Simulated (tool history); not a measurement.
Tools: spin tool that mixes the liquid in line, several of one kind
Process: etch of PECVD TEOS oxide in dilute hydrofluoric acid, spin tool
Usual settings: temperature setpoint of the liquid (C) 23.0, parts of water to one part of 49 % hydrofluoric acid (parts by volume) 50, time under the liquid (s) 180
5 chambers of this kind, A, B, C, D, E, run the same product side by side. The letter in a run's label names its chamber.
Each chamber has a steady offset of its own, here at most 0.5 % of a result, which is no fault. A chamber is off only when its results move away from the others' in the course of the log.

run	day	temperature setpoint of the liquid (C)	parts of water to one part of 49 % hydrofluoric acid (parts by volume)	time under the liquid (s)	read-back film thickness of the PECVD TEOS oxide reference wafer, read on the same gauge (nm)	thickness taken off the PECVD TEOS oxide on a monitor wafer (nm)
1B	0.492	23.0	50	180	89.990	40.904
2E	0.838	23.0	50	180	90.039	40.936
3A	1.342	23.0	50	180	90.011	41.206
4C	1.617	23.0	50	180	90.000	41.263
5D	2.046	23.0	50	180	90.000	41.287
6A	2.454	23.0	50	180	89.940	41.099
7C	2.733	23.0	50	180	90.001	41.233
8E	3.196	23.0	50	180	90.004	41.213
9D	3.588	23.0	50	180	90.014	41.222
10B	4.108	23.0	50	180	89.973	41.308
# day 4.438: chamber B: hydrofluoric acid flow meter replaced
11A	4.604	18.5	50	215	90.017	41.158
12D	4.862	18.5	50	215	90.016	40.790
13C	5.158	18.5	50	215	89.926	40.786
14E	5.508	18.5	50	215	89.981	40.850
15B	5.896	18.5	50	215	89.993	40.518
16D	6.229	23.0	50	180	90.029	41.259
17A	6.583	23.0	50	180	90.017	41.696
18B	6.871	23.0	50	180	89.987	40.472
19C	7.392	23.0	50	180	90.037	40.869
20E	7.675	23.0	50	180	89.987	40.938
21E	8.029	23.0	50	180	90.029	41.286
22B	8.308	23.0	50	180	90.001	41.767
# day 8.792: chamber C: hydrofluoric acid flow meter replaced
23A	8.867	19.5	50	180	90.074	35.869
24C	9.154	19.5	50	180	89.993	34.927
25D	9.446	19.5	50	180	89.949	35.416
26B	9.721	19.5	50	180	90.017	35.602
27C	10.088	19.5	50	180	90.011	35.654
28D	10.517	23.0	50	180	89.984	41.409
29E	10.812	23.0	50	180	90.019	41.179
# day 10.879: chamber A: thermometer replaced
30A	11.196	23.0	50	180	90.005	41.206
31B	11.683	23.0	50	180	89.980	41.023
32A	12.054	23.0	50	180	90.011	41.357
33E	12.579	23.0	50	180	89.997	41.749
34D	13.075	23.0	50	180	90.040	40.733
35C	13.579	23.0	50	180	90.018	41.140
36A	14.062	23.0	50	180	90.021	41.092
# day 14.492: chamber D: hydrofluoric acid flow meter replaced
37C	14.612	23.0	50	180	90.013	41.293
38B	14.888	23.0	30	260	90.054	102.410
39D	15.454	23.0	30	260	90.012	99.787
40E	15.896	23.0	30	260	90.009	102.790
41E	16.433	23.0	30	260	90.011	102.930
42C	16.817	23.0	30	260	90.025	101.080
43B	17.371	23.0	50	180	89.938	41.289

Is one chamber off against the others, does the gauge drift, or is nothing wrong? If a chamber is off, say which, and what the likeliest cause is.

No chamber stands off beyond its own small offset, and the gauge holds steady.
